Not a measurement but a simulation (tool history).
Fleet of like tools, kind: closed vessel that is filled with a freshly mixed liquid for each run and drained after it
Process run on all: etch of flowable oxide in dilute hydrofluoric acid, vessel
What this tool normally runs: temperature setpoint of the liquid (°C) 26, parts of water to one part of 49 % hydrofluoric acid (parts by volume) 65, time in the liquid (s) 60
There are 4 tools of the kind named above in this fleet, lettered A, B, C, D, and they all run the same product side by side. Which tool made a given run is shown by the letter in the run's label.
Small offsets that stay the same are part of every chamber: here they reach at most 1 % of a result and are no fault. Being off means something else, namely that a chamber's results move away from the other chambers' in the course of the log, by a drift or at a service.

| run | day | temperature setpoint of the liquid (°C) | parts of water to one part of 49 % hydrofluoric acid (parts by volume) | time in the liquid (s) | read-back film thickness of the flowable oxide reference wafer, read on the same gauge (nm) | thickness taken off the flowable oxide on a monitor wafer (Å) |
|---|---|---|---|---|---|---|
| 1D | 0.217 | 26 | 65 | 60 | 110.00 | 385.69 |
| 2A | 0.400 | 26 | 65 | 60 | 110.01 | 387.18 |
| 3C | 0.558 | 26 | 65 | 60 | 109.98 | 383.76 |
| 4B | 0.817 | 26 | 65 | 60 | 110.00 | 385.00 |
| 5A | 0.933 | 26 | 65 | 60 | 109.98 | 384.68 |
| 6C | 1.183 | 26 | 95 | 60 | 110.02 | 250.59 |
| 7D | 1.304 | 26 | 95 | 60 | 110.03 | 251.34 |
| 8B | 1.525 | 26 | 95 | 60 | 110.01 | 253.76 |
| 9B | 1.742 | 26 | 95 | 60 | 109.97 | 254.68 |
| 10D | 1.942 | 26 | 65 | 60 | 109.98 | 385.46 |
| 11C | 2.071 | 26 | 85 | 60 | 110.02 | 284.27 |
| 12A | 2.262 | 26 | 85 | 60 | 110.00 | 285.08 |
| 13A | 2.512 | 26 | 85 | 60 | 109.99 | 285.43 |
| 14C | 2.733 | 26 | 85 | 60 | 110.03 | 282.96 |
| 15D | 2.912 | 26 | 65 | 60 | 109.99 | 383.89 |
| 16B | 3.171 | 26 | 65 | 60 | 110.00 | 385.90 |
| 17C | 3.367 | 26 | 65 | 60 | 110.03 | 383.42 |
| 18A | 3.625 | 26 | 65 | 60 | 110.03 | 379.15 |
| 19B | 3.858 | 26 | 65 | 60 | 109.96 | 384.89 |
| 20D | 3.988 | 26 | 65 | 60 | 110.02 | 387.39 |
| 21A | 4.117 | 26 | 65 | 60 | 110.02 | 380.39 |
| 22D | 4.350 | 26 | 65 | 60 | 110.01 | 386.81 |
| 23B | 4.579 | 26 | 65 | 60 | 110.01 | 383.81 |
| 24C | 4.771 | 26 | 65 | 60 | 109.97 | 384.54 |
|  | 4.800 | chamber A: hydrofluoric acid flow meter replaced |
| 25C | 4.942 | 26 | 50 | 60 | 110.01 | 509.99 |
| 26B | 5.158 | 26 | 50 | 60 | 110.00 | 510.06 |
| 27A | 5.317 | 26 | 50 | 60 | 109.98 | 500.27 |

Is one chamber off against the others, does the gauge drift, or is nothing wrong? If a chamber is off, say which, and what the likeliest cause is.

Little by little, chamber A moves away from the other chambers.
Most likely cause: liquid colder than its thermometer reads (K) = 0.487.

Chamber A could run next with any of the 4 candidate recipes listed below; each alters the usual settings, and their results appear as question marks. Which one brings its results back in line with what the other chambers deliver on the usual settings?
Maximum distance from the other chambers' mean on the usual settings for a result to count as in line: thickness taken off the flowable oxide on a monitor wafer (Å) 4.60
| 28A-1 | 5.504 | 25.0 | 65 | 60 |  | ? |
| 28A-2 | 5.504 | 26.5 | 65 | 60 |  | ? |
| 28A-3 | 5.504 | 27.0 | 65 | 60 |  | ? |
| 28A-4 | 5.504 | 25.5 | 65 | 60 |  | ? |

On the usual settings, the other chambers give on average: thickness taken off the flowable oxide on a monitor wafer (Å) 384.57
| run | thickness taken off the flowable oxide on a monitor wafer (Å) |
|---|---|
| 28A-1 | 362.45 |
| 28A-2 | 384.85 |
| 28A-3 | 392.61 |
| 28A-4 | 369.85 |
Change 28A-2 lands the chamber within the allowed miss of the other chambers.
